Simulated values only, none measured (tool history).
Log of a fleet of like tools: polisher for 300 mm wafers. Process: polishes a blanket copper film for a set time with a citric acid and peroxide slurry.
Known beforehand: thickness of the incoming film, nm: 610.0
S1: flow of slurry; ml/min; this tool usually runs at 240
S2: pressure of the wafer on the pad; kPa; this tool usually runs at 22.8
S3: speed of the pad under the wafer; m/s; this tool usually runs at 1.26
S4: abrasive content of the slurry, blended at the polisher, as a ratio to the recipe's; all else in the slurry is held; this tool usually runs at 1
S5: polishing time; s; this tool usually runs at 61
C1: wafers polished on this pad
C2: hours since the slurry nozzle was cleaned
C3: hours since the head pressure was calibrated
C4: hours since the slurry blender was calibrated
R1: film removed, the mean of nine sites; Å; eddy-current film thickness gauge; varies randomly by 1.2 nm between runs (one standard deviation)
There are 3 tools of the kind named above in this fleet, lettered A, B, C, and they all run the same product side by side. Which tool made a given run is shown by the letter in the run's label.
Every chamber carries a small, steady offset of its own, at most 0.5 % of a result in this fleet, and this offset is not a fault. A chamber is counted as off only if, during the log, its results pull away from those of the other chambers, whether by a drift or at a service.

run   hour   S1    S2    S3    S4  S5    C1     C2     C3     C4      R1
 1B    5.3  240  22.8  1.26     1  61   203  551.6  487.1  313.2  1720.8
 2A      8  240  22.8  1.26     1  61   518  188.5  267.6  405.1  1747.4
      11.3  -- chamber A: worn pad replaced by a new one
 3C   13.5  240  22.8  1.26     1  61   980  688.9  109.7  194.7  1733.6
 4B   16.9  240  22.8  1.26     1  61   292  563.2  498.7  324.8  1744.8
      20.7  -- chamber B: slurry blender recalibrated
 5A   20.7  240  22.8  1.26     1  61    72  201.2  280.3  417.8  1735.6
 6C   25.2  240  17.2  1.26     1  61  1069  700.6  121.4  206.4  1313.5
 7B   28.9  240  17.2  1.26     1  61   384  575.2  510.7    8.3  1320.5
        30  -- chamber A: slurry blender recalibrated
 8A   31.6  240  17.2  1.26     1  61   155  212.1  291.2    1.7  1351.3
 9C   36.6  240  22.8  1.26     1  61  1157    712  132.8  217.8  1738.5
10A     40  240  22.8  1.26     1  61   220  220.5  299.6   10.1  1773.5
11B   43.5  240  22.8  1.26     1  61   497  589.8  525.3   22.9  1744.1
      45.3  -- chamber C: slurry nozzle cleaned
12C   45.9  240  22.8  1.26     1  61  1228    0.7  142.1  227.1  1748.7
13C   49.1  240  22.8  1.26     1  61  1253    3.9  145.3  230.3  1738.8
14B     52  240  22.8  1.26     1  61   562  598.3  533.8   31.4  1737.6
15A   55.2  240  22.8  1.26     1  61   337  235.7  314.8   25.3  1803.7
16A   59.5  240  22.8  1.26  0.85  54   370    240  319.1   29.6  1536.7
      61.8  -- chamber C: worn pad replaced by a new one
17C   64.2  240  22.8  1.26  0.85  54    18     19  160.4  245.4  1479.1
18B   67.6  240  22.8  1.26  0.85  54   682  613.9  549.4     47  1482.6
19C   72.4  240  22.8  1.26     1  61    81   27.2  168.6  253.6  1760.7
20B   77.8  240  22.8  1.68   1.2  61   760  624.1  559.6   57.2  2370.4
21A   80.2  240  22.8  1.68   1.2  61   529  260.7  339.8   50.3  2498.8
      80.3  -- chamber A: worn pad replaced by a new one
22A   84.4  240  22.8  1.68   1.2  61    31  264.9    344   54.5    2517
23C   89.7  240  22.8  1.26     1  61   214   44.5  185.9  270.9  1742.7
24B   94.8  240  22.8  1.26     1  61   890  641.1  576.6   74.2    1738
25C  100.2  240  22.8  1.26     1  61   295     55  196.4  281.4  1742.4
26A  102.9  185  17.2  1.26     1  61   173  283.4  362.5     73    1360
27B  106.3  185  17.2  1.26     1  61   979  652.6  588.1   85.7  1291.4
28C  110.2  185  17.2  1.26     1  61   372     65  206.4  291.4  1269.1
       112  -- chamber A: slurry nozzle cleaned
29A  114.3  240  22.8  1.26     1  61   261    2.3  373.9   84.4  1847.5
30B  118.7  240  22.8  1.26     1  61  1074    665  600.5   98.1  1732.9
31B    124  240  22.8  1.26     1  78  1115  670.3  605.8  103.4  2240.2
32A  128.1  240  22.8  1.26     1  78   367   16.1  387.7   98.2  2381.8
33C  133.3  240  22.8  1.26     1  78   549   88.1  229.5  314.5  2220.3
34B  135.7  240  22.8  1.26     1  61  1204    682  617.5  115.1  1750.8
35C  140.8  240  22.8  1.26     1  61   606   95.6    237    322  1710.7
36A  144.4  240  22.8  1.26     1  61   492   32.4    404  114.5  1884.6
     145.8  -- chamber A: worn pad replaced by a new one
37A  147.2  240  22.8  1.26     1  61    11   35.2  406.8  117.3  1900.4

Which is it: a chamber that has drifted or been left off by a service, a gauge drift common to all chambers, or only each chamber's usual small offset? If a chamber is off, name it and its likeliest cause.

Chamber A drifts away from the others.
Most likely cause: head's pressure above its setpoint, % = 9.16.

Which of the 4 candidates below, each the usual settings with something changed and its results left as question marks, puts chamber A back in line with what the other chambers give on the usual settings?
Maximum distance from the other chambers' mean on the usual settings for a result to count as in line: R1 42 Å
38A-1  151.2  240  22.8  1.26   1  56                   ?
38A-2  151.2  355  22.8  1.26   1  61                   ?
38A-3  151.2  240  23.4   1.3   1  63                   ?
38A-4  151.2  240  22.8   1.2   1  61                   ?

The mean the other chambers reach with the usual settings: R1 1740.2 Å
  run      R1
38A-1  1736.2
38A-2  1960.4
38A-3  2074.6
38A-4  1803.4
38A-1 brings the chamber back in line.
